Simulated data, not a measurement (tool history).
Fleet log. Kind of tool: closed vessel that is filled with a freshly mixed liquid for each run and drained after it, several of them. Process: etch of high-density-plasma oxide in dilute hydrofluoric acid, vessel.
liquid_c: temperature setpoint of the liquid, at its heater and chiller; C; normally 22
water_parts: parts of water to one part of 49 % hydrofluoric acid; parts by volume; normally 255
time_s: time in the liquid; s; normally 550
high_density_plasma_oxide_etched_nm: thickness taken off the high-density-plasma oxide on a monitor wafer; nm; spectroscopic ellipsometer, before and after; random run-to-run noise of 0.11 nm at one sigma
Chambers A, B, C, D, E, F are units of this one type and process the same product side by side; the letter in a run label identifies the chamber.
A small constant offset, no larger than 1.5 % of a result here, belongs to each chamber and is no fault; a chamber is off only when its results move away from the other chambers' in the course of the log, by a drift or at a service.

run,hour,liquid_c,water_parts,time_s,hours since the thermometer was replaced,hours since the hydrofluoric acid flow meter was replaced,"read-back film thickness of the high-density-plasma oxide reference wafer, read on the same gauge (nm)",high_density_plasma_oxide_etched_nm
1B,10,22,255,550,704.2,109.7,69.99,12.535
2F,24.5,22,255,550,1710.4,613.3,70.029,12.54
3D,31.8,22,255,550,1664.8,213.6,69.987,12.149
4C,43.4,22,255,550,707.1,672.2,70,12.078
5E,51.2,22,165,550,253.5,276.6,70.01,20.808
6A,60.2,22,165,550,212.7,249.3,70.017,20.949
7A,70.2,22,165,550,222.7,259.3,69.986,20.839
8E,82.6,22,165,550,284.9,308,70.004,20.963
9B,94.4,22,165,550,788.6,194.1,70.01,21.251
10F,108,22,165,550,1793.9,696.8,69.983,21.274
11D,114.7,22,255,550,1747.7,296.5,69.984,12.328
12C,126.2,22,255,550,789.9,755,70.025,12.172
13F,133.6,19,315,550,1819.5,722.4,70.012,8.6487
14C,144,19,315,550,807.7,772.8,69.989,8.4984
15A,156.4,19,315,550,308.9,345.5,69.994,8.4209
# hour 162.8: chamber D: thermometer replaced
16D,171.8,19,315,550,9,353.6,70.047,8.519
17E,180.8,19,315,550,383.1,406.2,70.001,8.2158
18B,193.5,19,315,550,887.7,293.2,70.021,8.5248
19E,208.1,22,255,550,410.4,433.5,69.995,12.024
20A,221.7,22,255,550,374.2,410.8,69.999,12.256
21D,233.9,22,255,550,71.1,415.7,70.002,12.32
22C,249.1,22,255,550,912.8,877.9,69.994,12.311
23F,261.9,22,255,550,1947.8,850.7,69.991,12.529
24B,273.7,22,255,425,967.9,373.4,69.992,9.5198
25A,282.5,22,255,425,435,471.6,69.998,9.5685
26E,289.4,22,255,425,491.7,514.8,69.993,8.9545
27D,301.9,22,255,425,139.1,483.7,69.999,9.5845
28F,312.4,22,255,425,1998.3,901.2,70.016,9.6
29B,325.2,22,255,425,1019.4,424.9,69.979,9.4934
30C,331.9,22,255,550,995.6,960.7,70.007,12.198
31C,344.8,22,255,550,1008.5,973.6,69.997,12.168
32B,355,22,255,550,1049.2,454.7,70.009,12.285
33F,366.6,22,255,550,2052.5,955.4,69.996,12.531
# hour 372.6: chamber D: hydrofluoric acid flow meter replaced
34A,378.4,22,255,550,530.9,567.5,70.025,12.342
35E,389.2,22,255,550,591.5,614.6,70.033,11.655
36D,398.4,22,255,550,235.6,25.9,70.007,12.298
37E,413,22,255,550,615.3,638.4,70.029,11.427
38F,422.6,20,360,550,2108.5,1011.4,69.998,7.4997
39A,430.1,20,360,550,582.6,619.2,70.009,7.4323

The same settings go to every chamber for the next run, one line per chamber below. Forecast the results for each:
40A,441.1,18.5,255,550,,,,?
40B,441.1,18.5,255,550,,,,?
40C,441.1,18.5,255,550,,,,?
40D,441.1,18.5,255,550,,,,?
40E,441.1,18.5,255,550,,,,?
40F,441.1,18.5,255,550,,,,?

run,high_density_plasma_oxide_etched_nm
40A,10.746
40B,10.903
40C,10.717
40D,10.817
40E,9.7755
40F,10.839
